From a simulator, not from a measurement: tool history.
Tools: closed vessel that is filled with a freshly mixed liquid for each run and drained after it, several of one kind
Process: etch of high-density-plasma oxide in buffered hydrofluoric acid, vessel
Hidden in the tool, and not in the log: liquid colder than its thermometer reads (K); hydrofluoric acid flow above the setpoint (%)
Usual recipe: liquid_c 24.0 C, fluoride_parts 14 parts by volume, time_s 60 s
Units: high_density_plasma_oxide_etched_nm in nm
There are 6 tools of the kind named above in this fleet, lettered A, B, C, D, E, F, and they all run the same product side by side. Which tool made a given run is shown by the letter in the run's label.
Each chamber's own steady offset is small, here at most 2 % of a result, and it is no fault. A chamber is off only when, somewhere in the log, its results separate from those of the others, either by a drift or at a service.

| run | hour | liquid_c | fluoride_parts | time_s | hours since the thermometer was replaced | hours since the hydrofluoric acid flow meter was replaced | read-back film thickness of the high-density-plasma oxide reference wafer, read on the same gauge (nm) | high_density_plasma_oxide_etched_nm |
|---|---|---|---|---|---|---|---|---|
| 1E | 6.2 | 24.0 | 14 | 60 | 894.0 | 1716.7 | 139.95 | 52.476 |
| 2C | 12.2 | 24.0 | 14 | 60 | 310.9 | 663.4 | 139.99 | 53.938 |
| 3D | 21.6 | 24.0 | 14 | 60 | 1679.7 | 604.0 | 140.01 | 54.469 |
| 4F | 27.9 | 24.0 | 14 | 60 | 590.1 | 917.2 | 140.01 | 53.763 |
| 5A | 38.2 | 24.0 | 14 | 60 | 75.2 | 2080.0 | 140.00 | 53.023 |
| 6B | 49.1 | 24.0 | 14 | 60 | 122.6 | 909.1 | 140.01 | 53.804 |
| 7E | 60.3 | 26.5 | 18 | 60 | 948.1 | 1770.8 | 139.98 | 47.412 |
| 8F | 72.7 | 26.5 | 18 | 60 | 634.9 | 962.0 | 140.02 | 48.096 |
|  | 73.1 | chamber A: hydrofluoric acid flow meter replaced |
| 9B | 81.7 | 26.5 | 18 | 60 | 155.2 | 941.7 | 139.98 | 49.094 |
| 10C | 89.3 | 26.5 | 18 | 60 | 388.0 | 740.5 | 139.99 | 47.617 |
| 11A | 101.7 | 26.5 | 18 | 60 | 138.7 | 28.7 | 140.05 | 47.522 |
| 12D | 109.5 | 26.5 | 18 | 60 | 1767.6 | 691.9 | 140.07 | 48.697 |
| 13C | 121.7 | 24.0 | 14 | 60 | 420.4 | 772.9 | 140.01 | 53.134 |
| 14F | 132.5 | 24.0 | 14 | 60 | 694.7 | 1021.8 | 140.00 | 53.344 |
| 15D | 143.9 | 24.0 | 14 | 60 | 1802.0 | 726.3 | 139.97 | 53.997 |
| 16B | 153.9 | 24.0 | 14 | 60 | 227.4 | 1013.9 | 140.00 | 53.269 |
| 17A | 164.5 | 24.0 | 14 | 60 | 201.5 | 91.5 | 140.04 | 53.842 |
| 18E | 176.7 | 24.0 | 14 | 60 | 1064.5 | 1887.2 | 140.06 | 52.968 |
| 19E | 188.9 | 24.0 | 14 | 60 | 1076.7 | 1899.4 | 139.97 | 53.105 |
| 20F | 201.0 | 24.0 | 14 | 60 | 763.2 | 1090.3 | 139.96 | 53.439 |
| 21A | 209.4 | 24.0 | 14 | 60 | 246.4 | 136.4 | 140.00 | 53.286 |
| 22D | 218.8 | 24.0 | 14 | 60 | 1876.9 | 801.2 | 139.96 | 54.110 |
| 23B | 230.1 | 24.0 | 14 | 60 | 303.6 | 1090.1 | 139.95 | 53.137 |
| 24C | 242.5 | 24.0 | 14 | 60 | 541.2 | 893.7 | 140.02 | 54.754 |
| 25D | 250.0 | 24.0 | 14 | 60 | 1908.1 | 832.4 | 139.96 | 54.023 |
| 26B | 258.4 | 27.0 | 19 | 60 | 331.9 | 1118.4 | 140.02 | 47.410 |
| 27C | 266.9 | 27.0 | 19 | 60 | 565.6 | 918.1 | 140.02 | 47.179 |
| 28E | 276.3 | 27.0 | 19 | 60 | 1164.1 | 1986.8 | 139.99 | 45.963 |
| 29A | 287.1 | 27.0 | 19 | 60 | 324.1 | 214.1 | 140.00 | 46.561 |
| 30F | 297.5 | 27.0 | 19 | 60 | 859.7 | 1186.8 | 140.05 | 46.957 |
| 31B | 305.8 | 27.0 | 19 | 60 | 379.3 | 1165.8 | 140.02 | 47.066 |
| 32D | 311.6 | 24.0 | 14 | 60 | 1969.7 | 894.0 | 140.01 | 54.298 |
| 33C | 317.2 | 24.0 | 14 | 60 | 615.9 | 968.4 | 139.99 | 55.058 |
| 34A | 322.9 | 24.0 | 19 | 60 | 359.9 | 249.9 | 139.98 | 39.501 |
| 35E | 331.2 | 24.0 | 19 | 60 | 1219.0 | 2041.7 | 139.99 | 38.905 |
| 36F | 340.2 | 24.0 | 19 | 60 | 902.4 | 1229.5 | 139.98 | 39.875 |
| 37E | 350.2 | 24.0 | 19 | 60 | 1238.0 | 2060.7 | 140.08 | 38.798 |
| 38D | 360.0 | 24.0 | 19 | 60 | 2018.1 | 942.4 | 139.99 | 40.034 |

Next, every chamber runs the same settings. What will each give?
| 39A | 369.0 | 26.5 | 14 | 60 |  |  |  | ? |
| 39B | 369.0 | 26.5 | 14 | 60 |  |  |  | ? |
| 39C | 369.0 | 26.5 | 14 | 60 |  |  |  | ? |
| 39D | 369.0 | 26.5 | 14 | 60 |  |  |  | ? |
| 39E | 369.0 | 26.5 | 14 | 60 |  |  |  | ? |
| 39F | 369.0 | 26.5 | 14 | 60 |  |  |  | ? |

| run | high_density_plasma_oxide_etched_nm |
|---|---|
| 39A | 61.306 |
| 39B | 61.564 |
| 39C | 63.302 |
| 39D | 61.891 |
| 39E | 59.722 |
| 39F | 61.460 |
